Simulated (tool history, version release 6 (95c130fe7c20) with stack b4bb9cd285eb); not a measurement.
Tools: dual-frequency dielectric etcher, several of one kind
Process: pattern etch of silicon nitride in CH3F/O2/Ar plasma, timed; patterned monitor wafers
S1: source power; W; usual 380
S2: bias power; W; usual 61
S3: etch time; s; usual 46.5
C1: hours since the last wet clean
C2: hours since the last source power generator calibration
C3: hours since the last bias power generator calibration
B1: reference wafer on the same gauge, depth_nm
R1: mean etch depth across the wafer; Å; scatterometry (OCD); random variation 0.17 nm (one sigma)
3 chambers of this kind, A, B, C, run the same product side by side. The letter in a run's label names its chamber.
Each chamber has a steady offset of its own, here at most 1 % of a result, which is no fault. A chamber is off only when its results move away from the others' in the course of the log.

{"run": "1A", "hour": 4.4, "S1": 380, "S2": 61, "S3": 46.5, "C1": 231.5, "C2": 527.7, "C3": 895.3, "B1": 26.3, "R1": 298.49}
{"run": "2B", "hour": 9.8, "S1": 380, "S2": 61, "S3": 46.5, "C1": 376.4, "C2": 2429.9, "C3": 129.2, "B1": 26.294, "R1": 302.8}
{"run": "3C", "hour": 13.6, "S1": 380, "S2": 61, "S3": 46.5, "C1": 312.1, "C2": 43, "C3": 1936.2, "B1": 26.308, "R1": 306.72}
{"run": "4A", "hour": 17.4, "S1": 380, "S2": 61, "S3": 46.5, "C1": 244.5, "C2": 540.7, "C3": 908.3, "B1": 26.291, "R1": 302.61}
{"run": "5C", "hour": 21.6, "S1": 380, "S2": 61, "S3": 46.5, "C1": 320.1, "C2": 51, "C3": 1944.2, "B1": 26.316, "R1": 301.93}
{"run": "6B", "hour": 26.2, "S1": 380, "S2": 61, "S3": 46.5, "C1": 392.8, "C2": 2446.3, "C3": 145.6, "B1": 26.28, "R1": 301.15}
{"hour": 28.9, "done": "chamber B: wet clean of the chamber"}
{"run": "7B", "hour": 29.9, "S1": 310, "S2": 61, "S3": 59, "C1": 1.1, "C2": 2450, "C3": 149.3, "B1": 26.292, "R1": 356.77}
{"run": "8C", "hour": 33.4, "S1": 310, "S2": 61, "S3": 59, "C1": 331.9, "C2": 62.8, "C3": 1956, "B1": 26.318, "R1": 357.44}
{"run": "9A", "hour": 37.4, "S1": 310, "S2": 61, "S3": 59, "C1": 264.5, "C2": 560.7, "C3": 928.3, "B1": 26.306, "R1": 354}
{"run": "10C", "hour": 41.6, "S1": 380, "S2": 61, "S3": 46.5, "C1": 340.1, "C2": 71, "C3": 1964.2, "B1": 26.308, "R1": 300.24}
{"run": "11A", "hour": 45.4, "S1": 380, "S2": 61, "S3": 46.5, "C1": 272.5, "C2": 568.7, "C3": 936.3, "B1": 26.317, "R1": 302.05}
{"run": "12B", "hour": 50.2, "S1": 380, "S2": 61, "S3": 46.5, "C1": 21.4, "C2": 2470.3, "C3": 169.6, "B1": 26.285, "R1": 307.3}
{"run": "13C", "hour": 52.8, "S1": 380, "S2": 61, "S3": 46.5, "C1": 351.3, "C2": 82.2, "C3": 1975.4, "B1": 26.285, "R1": 306.57}
{"run": "14B", "hour": 56.6, "S1": 380, "S2": 61, "S3": 46.5, "C1": 27.8, "C2": 2476.7, "C3": 176, "B1": 26.339, "R1": 303.36}
{"run": "15A", "hour": 60.0, "S1": 380, "S2": 61, "S3": 46.5, "C1": 287.1, "C2": 583.3, "C3": 950.9, "B1": 26.31, "R1": 300.89}
{"run": "16C", "hour": 65.4, "S1": 380, "S2": 61, "S3": 46.5, "C1": 363.9, "C2": 94.8, "C3": 1988, "B1": 26.308, "R1": 303.67}
{"run": "17B", "hour": 68.2, "S1": 380, "S2": 61, "S3": 46.5, "C1": 39.4, "C2": 2488.3, "C3": 187.6, "B1": 26.3, "R1": 301.6}
{"run": "18A", "hour": 71.5, "S1": 380, "S2": 61, "S3": 46.5, "C1": 298.6, "C2": 594.8, "C3": 962.4, "B1": 26.279, "R1": 299.47}
{"run": "19A", "hour": 75.3, "S1": 470, "S2": 68, "S3": 46.5, "C1": 302.4, "C2": 598.6, "C3": 966.2, "B1": 26.289, "R1": 339.46}
{"run": "20B", "hour": 79.8, "S1": 470, "S2": 68, "S3": 46.5, "C1": 51, "C2": 2499.9, "C3": 199.2, "B1": 26.304, "R1": 343.16}
{"run": "21C", "hour": 83.3, "S1": 470, "S2": 68, "S3": 46.5, "C1": 381.8, "C2": 112.7, "C3": 2005.9, "B1": 26.291, "R1": 342.56}
{"run": "22B", "hour": 88.1, "S1": 380, "S2": 61, "S3": 46.5, "C1": 59.3, "C2": 2508.2, "C3": 207.5, "B1": 26.273, "R1": 304.81}
{"run": "23A", "hour": 93.0, "S1": 380, "S2": 61, "S3": 46.5, "C1": 320.1, "C2": 616.3, "C3": 983.9, "B1": 26.299, "R1": 301.7}
{"run": "24C", "hour": 96.1, "S1": 380, "S2": 61, "S3": 46.5, "C1": 394.6, "C2": 125.5, "C3": 2018.7, "B1": 26.309, "R1": 305.17}
{"run": "25B", "hour": 100.0, "S1": 380, "S2": 61, "S3": 46.5, "C1": 71.2, "C2": 2520.1, "C3": 219.4, "B1": 26.294, "R1": 301.93}
{"run": "26C", "hour": 105.2, "S1": 380, "S2": 61, "S3": 46.5, "C1": 403.7, "C2": 134.6, "C3": 2027.8, "B1": 26.302, "R1": 306.65}
{"run": "27A", "hour": 109.6, "S1": 380, "S2": 61, "S3": 46.5, "C1": 336.7, "C2": 632.9, "C3": 1000.5, "B1": 26.316, "R1": 300.08}
{"run": "28B", "hour": 112.8, "S1": 380, "S2": 61, "S3": 46.5, "C1": 84, "C2": 2532.9, "C3": 232.2, "B1": 26.274, "R1": 302.63}
{"run": "29C", "hour": 115.4, "S1": 380, "S2": 61, "S3": 46.5, "C1": 413.9, "C2": 144.8, "C3": 2038, "B1": 26.305, "R1": 301.67}
{"run": "30A", "hour": 120.0, "S1": 380, "S2": 61, "S3": 46.5, "C1": 347.1, "C2": 643.3, "C3": 1010.9, "B1": 26.308, "R1": 299.41}
{"run": "31C", "hour": 122.5, "S1": 380, "S2": 61, "S3": 46.5, "C1": 421, "C2": 151.9, "C3": 2045.1, "B1": 26.323, "R1": 304.62}

Next, every chamber runs the same settings. What will each give?
{"run": "32A", "hour": 126.4, "S1": 380, "S2": 61, "S3": 46.5, "R1": "?"}
{"run": "32B", "hour": 126.4, "S1": 380, "S2": 61, "S3": 46.5, "R1": "?"}
{"run": "32C", "hour": 126.4, "S1": 380, "S2": 61, "S3": 46.5, "R1": "?"}

run=32A R1=299.44
run=32B R1=299.83
run=32C R1=304.96
